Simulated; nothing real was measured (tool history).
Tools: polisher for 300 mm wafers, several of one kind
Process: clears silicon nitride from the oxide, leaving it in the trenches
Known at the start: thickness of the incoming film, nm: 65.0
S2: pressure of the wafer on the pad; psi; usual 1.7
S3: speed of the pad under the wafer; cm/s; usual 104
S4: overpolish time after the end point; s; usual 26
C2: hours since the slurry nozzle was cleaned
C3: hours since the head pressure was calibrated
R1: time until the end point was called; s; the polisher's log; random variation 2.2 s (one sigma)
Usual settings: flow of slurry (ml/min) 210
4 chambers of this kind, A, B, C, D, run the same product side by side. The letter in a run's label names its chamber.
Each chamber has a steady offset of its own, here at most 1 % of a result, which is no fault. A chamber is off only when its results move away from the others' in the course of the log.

{"day": 0.075, "done": "chamber D: slurry nozzle cleaned"}
{"day": 0.092, "done": "chamber B: worn pad replaced by a new one"}
{"run": "1B", "day": 0.162, "flow of slurry (ml/min)": 210, "S2": 1.7, "S3": 104, "S4": 26, "wafers polished on this pad": 17, "C2": 266.0, "C3": 52.6, "R1": 127.91}
{"day": 0.392, "done": "chamber A: worn pad replaced by a new one"}
{"run": "2A", "day": 0.442, "flow of slurry (ml/min)": 210, "S2": 1.7, "S3": 104, "S4": 26, "wafers polished on this pad": 12, "C2": 79.5, "C3": 74.0, "R1": 128.39}
{"run": "3C", "day": 0.604, "flow of slurry (ml/min)": 210, "S2": 1.7, "S3": 104, "S4": 26, "wafers polished on this pad": 706, "C2": 50.9, "C3": 116.2, "R1": 130.76}
{"run": "4D", "day": 0.892, "flow of slurry (ml/min)": 210, "S2": 1.7, "S3": 104, "S4": 26, "wafers polished on this pad": 984, "C2": 19.7, "C3": 183.3, "R1": 132.84}
{"run": "5D", "day": 1.146, "flow of slurry (ml/min)": 210, "S2": 1.7, "S3": 104, "S4": 26, "wafers polished on this pad": 1045, "C2": 25.8, "C3": 189.4, "R1": 136.82}
{"run": "6C", "day": 1.312, "flow of slurry (ml/min)": 210, "S2": 1.7, "S3": 104, "S4": 26, "wafers polished on this pad": 877, "C2": 67.9, "C3": 133.2, "R1": 133.7}
{"run": "7B", "day": 1.45, "flow of slurry (ml/min)": 210, "S2": 1.7, "S3": 104, "S4": 26, "wafers polished on this pad": 326, "C2": 296.9, "C3": 83.5, "R1": 130.5}
{"run": "8A", "day": 1.712, "flow of slurry (ml/min)": 210, "S2": 1.7, "S3": 104, "S4": 26, "wafers polished on this pad": 318, "C2": 110.0, "C3": 104.5, "R1": 129.79}
{"day": 1.758, "done": "chamber D: worn pad replaced by a new one"}
{"run": "9A", "day": 1.871, "flow of slurry (ml/min)": 210, "S2": 1.7, "S3": 104, "S4": 26, "wafers polished on this pad": 356, "C2": 113.8, "C3": 108.3, "R1": 127.62}
{"run": "10D", "day": 2.008, "flow of slurry (ml/min)": 210, "S2": 1.7, "S3": 104, "S4": 26, "wafers polished on this pad": 60, "C2": 46.5, "C3": 210.1, "R1": 132.91}
{"run": "11C", "day": 2.167, "flow of slurry (ml/min)": 210, "S2": 1.7, "S3": 104, "S4": 26, "wafers polished on this pad": 1082, "C2": 88.4, "C3": 153.7, "R1": 136.93}
{"run": "12B", "day": 2.3, "flow of slurry (ml/min)": 210, "S2": 1.7, "S3": 104, "S4": 26, "wafers polished on this pad": 531, "C2": 317.3, "C3": 103.9, "R1": 129.36}
{"run": "13B", "day": 2.496, "flow of slurry (ml/min)": 210, "S2": 1.7, "S3": 104, "S4": 26, "wafers polished on this pad": 578, "C2": 322.0, "C3": 108.6, "R1": 129.89}
{"run": "14D", "day": 2.721, "flow of slurry (ml/min)": 210, "S2": 2.1, "S3": 134, "S4": 26, "wafers polished on this pad": 231, "C2": 63.6, "C3": 227.2, "R1": 80.131}
{"run": "15C", "day": 2.921, "flow of slurry (ml/min)": 210, "S2": 2.1, "S3": 134, "S4": 26, "wafers polished on this pad": 1264, "C2": 106.5, "C3": 171.8, "R1": 84.177}
{"run": "16A", "day": 3.167, "flow of slurry (ml/min)": 210, "S2": 2.1, "S3": 134, "S4": 26, "wafers polished on this pad": 667, "C2": 144.9, "C3": 139.4, "R1": 80.725}
{"run": "17C", "day": 3.338, "flow of slurry (ml/min)": 210, "S2": 2.1, "S3": 134, "S4": 26, "wafers polished on this pad": 1364, "C2": 116.5, "C3": 181.8, "R1": 86.155}
{"run": "18D", "day": 3.5, "flow of slurry (ml/min)": 210, "S2": 1.7, "S3": 104, "S4": 26, "wafers polished on this pad": 419, "C2": 82.3, "C3": 245.9, "R1": 133.04}
{"run": "19A", "day": 3.712, "flow of slurry (ml/min)": 210, "S2": 1.7, "S3": 104, "S4": 26, "wafers polished on this pad": 799, "C2": 158.0, "C3": 152.5, "R1": 130.16}
{"run": "20B", "day": 3.954, "flow of slurry (ml/min)": 210, "S2": 2.0, "S3": 138, "S4": 26, "wafers polished on this pad": 929, "C2": 357.0, "C3": 143.6, "R1": 85.122}
{"run": "21A", "day": 4.133, "flow of slurry (ml/min)": 210, "S2": 2.0, "S3": 138, "S4": 26, "wafers polished on this pad": 900, "C2": 168.1, "C3": 162.6, "R1": 83.388}
{"day": 4.246, "done": "chamber B: worn pad replaced by a new one"}
{"run": "22B", "day": 4.279, "flow of slurry (ml/min)": 210, "S2": 2.0, "S3": 138, "S4": 26, "wafers polished on this pad": 9, "C2": 364.8, "C3": 151.4, "R1": 82.153}
{"run": "23D", "day": 4.512, "flow of slurry (ml/min)": 210, "S2": 2.0, "S3": 138, "S4": 26, "wafers polished on this pad": 662, "C2": 106.6, "C3": 270.2, "R1": 83.336}
{"day": 4.733, "done": "chamber A: worn pad replaced by a new one"}
{"run": "24C", "day": 4.788, "flow of slurry (ml/min)": 210, "S2": 1.7, "S3": 104, "S4": 26, "wafers polished on this pad": 1713, "C2": 151.3, "C3": 216.6, "R1": 143.66}
{"run": "25D", "day": 5.012, "flow of slurry (ml/min)": 210, "S2": 1.7, "S3": 104, "S4": 26, "wafers polished on this pad": 783, "C2": 118.6, "C3": 282.2, "R1": 133.55}
{"run": "26A", "day": 5.3, "flow of slurry (ml/min)": 210, "S2": 1.7, "S3": 104, "S4": 26, "wafers polished on this pad": 136, "C2": 196.1, "C3": 190.6, "R1": 131.96}
{"run": "27B", "day": 5.454, "flow of slurry (ml/min)": 210, "S2": 1.7, "S3": 104, "S4": 13, "wafers polished on this pad": 291, "C2": 393.0, "C3": 179.6, "R1": 131.59}
{"run": "28C", "day": 5.638, "flow of slurry (ml/min)": 210, "S2": 1.7, "S3": 104, "S4": 13, "wafers polished on this pad": 1917, "C2": 171.7, "C3": 237.0, "R1": 144.93}
{"run": "29C", "day": 5.779, "flow of slurry (ml/min)": 210, "S2": 1.7, "S3": 104, "S4": 13, "wafers polished on this pad": 1951, "C2": 175.1, "C3": 240.4, "R1": 148.05}
{"day": 5.838, "done": "chamber D: worn pad replaced by a new one"}
{"run": "30A", "day": 6.054, "flow of slurry (ml/min)": 210, "S2": 1.7, "S3": 104, "S4": 13, "wafers polished on this pad": 318, "C2": 214.2, "C3": 208.7, "R1": 132.34}
{"run": "31B", "day": 6.238, "flow of slurry (ml/min)": 210, "S2": 1.7, "S3": 104, "S4": 26, "wafers polished on this pad": 480, "C2": 411.8, "C3": 198.4, "R1": 125.22}
{"run": "32D", "day": 6.408, "flow of slurry (ml/min)": 210, "S2": 1.7, "S3": 104, "S4": 26, "wafers polished on this pad": 138, "C2": 152.1, "C3": 315.7, "R1": 131.26}
{"run": "33C", "day": 6.6, "flow of slurry (ml/min)": 180, "S2": 1.7, "S3": 104, "S4": 34, "wafers polished on this pad": 2149, "C2": 194.8, "C3": 260.1, "R1": 153.72}

Is one chamber off against the others, does the gauge drift, or is nothing wrong? If a chamber is off, say which, and what the likeliest cause is.

Chamber C drifts away from the others.
Cause: removal rate lost through wear of the pad, % = 12.4.
The log may not tell that from: head's pressure below its setpoint, %.

Here are 4 candidates for chamber C's next run, each the usual settings with a change, their results left as question marks. Which one brings its results back in line with what the others give on the usual settings?
In line means no further than this from the other chambers' mean on the usual settings: R1 7.800 s
{"run": "34C-1", "day": 6.817, "flow of slurry (ml/min)": 205, "S2": 1.7, "S3": 80, "S4": 26, "R1": "?"}
{"run": "34C-2", "day": 6.817, "flow of slurry (ml/min)": 215, "S2": 1.7, "S3": 118, "S4": 26, "R1": "?"}
{"run": "34C-3", "day": 6.817, "flow of slurry (ml/min)": 215, "S2": 1.7, "S3": 130, "S4": 26, "R1": "?"}
{"run": "34C-4", "day": 6.817, "flow of slurry (ml/min)": 210, "S2": 1.6, "S3": 98, "S4": 26, "R1": "?"}

The other chambers' mean on the usual settings: R1 130.470 s
run=34C-1 R1=194.290
run=34C-2 R1=130.130
run=34C-3 R1=117.970
run=34C-4 R1=167.320
34C-2 brings the chamber back in line.
